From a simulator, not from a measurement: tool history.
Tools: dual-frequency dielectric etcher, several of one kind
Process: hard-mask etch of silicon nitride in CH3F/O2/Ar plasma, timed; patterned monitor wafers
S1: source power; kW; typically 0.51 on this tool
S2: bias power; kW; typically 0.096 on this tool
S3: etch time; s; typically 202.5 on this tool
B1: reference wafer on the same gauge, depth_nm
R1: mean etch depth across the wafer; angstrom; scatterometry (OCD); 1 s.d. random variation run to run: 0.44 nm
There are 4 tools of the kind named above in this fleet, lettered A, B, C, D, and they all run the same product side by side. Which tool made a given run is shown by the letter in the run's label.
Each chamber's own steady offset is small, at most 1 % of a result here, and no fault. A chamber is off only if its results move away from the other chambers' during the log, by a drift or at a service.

| run | day | S1 | S2 | S3 | B1 | R1 |
|---|---|---|---|---|---|---|
| 1D | 0.146 | 0.51 | 0.096 | 202.5 | 175.07 | 1712.9 |
| 2A | 0.317 | 0.51 | 0.096 | 202.5 | 174.9 | 1716.1 |
| 3B | 0.462 | 0.51 | 0.096 | 202.5 | 174.92 | 1707.8 |
| 4C | 0.612 | 0.51 | 0.096 | 202.5 | 174.86 | 1734.2 |
| 5D | 0.754 | 0.51 | 0.096 | 202.5 | 175.01 | 1722.1 |
| 6B | 0.9 | 0.51 | 0.096 | 202.5 | 175.1 | 1707.6 |
| 7A | 1.029 | 0.51 | 0.096 | 202.5 | 175.01 | 1713.2 |
| 8C | 1.154 | 0.51 | 0.096 | 202.5 | 174.9 | 1730.5 |
| 9C | 1.292 | 0.51 | 0.096 | 202.5 | 175.06 | 1735.7 |
| 10A | 1.404 | 0.63 | 0.108 | 202.5 | 174.97 | 1939.3 |
|  | 1.412 | chamber A: wet clean of the chamber |
| 11B | 1.604 | 0.63 | 0.108 | 202.5 | 175 | 1929.2 |
| 12D | 1.704 | 0.63 | 0.108 | 202.5 | 175.13 | 1952.5 |
| 13A | 1.792 | 0.63 | 0.108 | 202.5 | 174.97 | 1908.2 |
| 14D | 1.946 | 0.51 | 0.081 | 171 | 174.89 | 1365.7 |
| 15C | 2.121 | 0.51 | 0.081 | 171 | 174.95 | 1380.6 |
| 16B | 2.242 | 0.51 | 0.081 | 171 | 174.94 | 1366.3 |
| 17C | 2.438 | 0.51 | 0.081 | 171 | 175.01 | 1375.9 |
| 18A | 2.533 | 0.51 | 0.096 | 202.5 | 175.15 | 1683.4 |
| 19D | 2.638 | 0.51 | 0.096 | 202.5 | 174.98 | 1718.7 |
| 20B | 2.75 | 0.51 | 0.096 | 202.5 | 174.89 | 1712.9 |
| 21D | 2.883 | 0.51 | 0.096 | 256.5 | 175.04 | 2186 |
| 22B | 3.033 | 0.51 | 0.096 | 256.5 | 175.07 | 2166.7 |
| 23C | 3.125 | 0.51 | 0.096 | 256.5 | 175.08 | 2200.2 |
| 24A | 3.229 | 0.51 | 0.096 | 256.5 | 174.94 | 2139.5 |
| 25D | 3.346 | 0.51 | 0.096 | 202.5 | 175.02 | 1727.9 |
| 26C | 3.462 | 0.51 | 0.096 | 202.5 | 174.93 | 1728.2 |
| 27A | 3.608 | 0.51 | 0.096 | 202.5 | 175 | 1683.7 |
| 28B | 3.708 | 0.61 | 0.088 | 202.5 | 174.96 | 1773 |
| 29C | 3.904 | 0.61 | 0.088 | 202.5 | 175.12 | 1799.3 |
| 30B | 4.029 | 0.61 | 0.088 | 202.5 | 175 | 1772.5 |
| 31A | 4.167 | 0.61 | 0.088 | 202.5 | 175.11 | 1745.3 |
| 32D | 4.354 | 0.51 | 0.096 | 202.5 | 174.92 | 1715 |

One chamber off, gauge drift, or nothing amiss beyond the chambers' own small offsets? If it is a chamber, which one, and what is the likeliest cause?

Chamber A has stood off from the others ever since a service on it.
What lies behind it: etch rate under this chamber's usual, % = 1.7.

Below are 4 candidate recipes for chamber A's next run, each the usual settings with a change, their results shown as question marks. Which of them brings A's results back in line with what the other chambers give on the usual settings?
In line means no further than this from the other chambers' mean on the usual settings: R1 15 angstrom
| 33A-1 | 4.5 | 0.5 | 0.096 | 202.5 |  | ? |
| 33A-2 | 4.5 | 0.51 | 0.097 | 202.5 |  | ? |
| 33A-3 | 4.5 | 0.54 | 0.096 | 202.5 |  | ? |
| 33A-4 | 4.5 | 0.51 | 0.096 | 198.5 |  | ? |

Mean of the other chambers on the usual settings: R1 1721.6 angstrom
| run | R1 |
|---|---|
| 33A-1 | 1672.5 |
| 33A-2 | 1691.4 |
| 33A-3 | 1722 |
| 33A-4 | 1651.8 |
Change 33A-3 lands the chamber within the allowed miss of the other chambers.

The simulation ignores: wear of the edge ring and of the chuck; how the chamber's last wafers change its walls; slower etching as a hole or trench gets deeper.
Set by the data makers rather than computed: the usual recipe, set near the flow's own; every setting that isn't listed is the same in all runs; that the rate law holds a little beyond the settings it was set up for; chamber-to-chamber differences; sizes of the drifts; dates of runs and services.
